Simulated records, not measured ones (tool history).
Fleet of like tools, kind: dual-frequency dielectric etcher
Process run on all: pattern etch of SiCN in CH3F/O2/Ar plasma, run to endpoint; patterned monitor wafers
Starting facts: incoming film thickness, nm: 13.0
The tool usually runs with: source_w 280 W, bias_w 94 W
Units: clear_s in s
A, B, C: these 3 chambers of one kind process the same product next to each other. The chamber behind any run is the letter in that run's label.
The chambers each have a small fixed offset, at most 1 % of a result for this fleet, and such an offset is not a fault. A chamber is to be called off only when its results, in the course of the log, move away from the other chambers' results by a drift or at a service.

{"run": "1B", "day": 0.412, "source_w": 280, "bias_w": 94, "clear_s": 35.919}
{"run": "2A", "day": 0.692, "source_w": 280, "bias_w": 94, "clear_s": 35.691}
{"run": "3C", "day": 1.108, "source_w": 280, "bias_w": 94, "clear_s": 35.988}
{"run": "4B", "day": 1.638, "source_w": 280, "bias_w": 94, "clear_s": 35.635}
{"run": "5A", "day": 1.908, "source_w": 280, "bias_w": 94, "clear_s": 35.96}
{"day": 2.238, "done": "chamber B: source power generator calibrated"}
{"run": "6C", "day": 2.421, "source_w": 280, "bias_w": 94, "clear_s": 36.089}
{"run": "7B", "day": 2.958, "source_w": 280, "bias_w": 94, "clear_s": 36.092}
{"run": "8A", "day": 3.483, "source_w": 280, "bias_w": 94, "clear_s": 35.876}
{"run": "9C", "day": 3.833, "source_w": 280, "bias_w": 94, "clear_s": 36.104}
{"run": "10B", "day": 4.317, "source_w": 280, "bias_w": 94, "clear_s": 35.618}
{"run": "11A", "day": 4.579, "source_w": 280, "bias_w": 94, "clear_s": 35.887}
{"run": "12C", "day": 5.012, "source_w": 280, "bias_w": 94, "clear_s": 36.048}
{"run": "13C", "day": 5.438, "source_w": 280, "bias_w": 94, "clear_s": 35.638}
{"run": "14B", "day": 5.854, "source_w": 280, "bias_w": 94, "clear_s": 35.704}
{"run": "15A", "day": 6.179, "source_w": 280, "bias_w": 94, "clear_s": 36.377}
{"run": "16A", "day": 6.633, "source_w": 280, "bias_w": 94, "clear_s": 36.379}
{"run": "17B", "day": 6.912, "source_w": 260, "bias_w": 80, "clear_s": 38.638}
{"run": "18C", "day": 7.233, "source_w": 260, "bias_w": 80, "clear_s": 39.663}
{"run": "19C", "day": 7.762, "source_w": 260, "bias_w": 80, "clear_s": 39.157}
{"day": 7.804, "done": "chamber B: wet clean of the chamber"}
{"run": "20A", "day": 8.308, "source_w": 240, "bias_w": 107, "clear_s": 37.186}
{"run": "21B", "day": 8.775, "source_w": 240, "bias_w": 107, "clear_s": 35.811}
{"run": "22B", "day": 9.212, "source_w": 240, "bias_w": 107, "clear_s": 35.933}
{"run": "23C", "day": 9.554, "source_w": 280, "bias_w": 106, "clear_s": 34.537}
{"run": "24A", "day": 9.862, "source_w": 280, "bias_w": 106, "clear_s": 35.986}
{"run": "25B", "day": 10.321, "source_w": 280, "bias_w": 106, "clear_s": 34.19}
{"run": "26A", "day": 10.846, "source_w": 280, "bias_w": 94, "clear_s": 37.577}

Predict what each chamber gives when all 3 of them run the settings below next.
{"run": "27A", "day": 11.283, "source_w": 280, "bias_w": 94, "clear_s": "?"}
{"run": "27B", "day": 11.283, "source_w": 280, "bias_w": 94, "clear_s": "?"}
{"run": "27C", "day": 11.283, "source_w": 280, "bias_w": 94, "clear_s": "?"}

run=27A clear_s=37.366
run=27B clear_s=35.838
run=27C clear_s=36.291
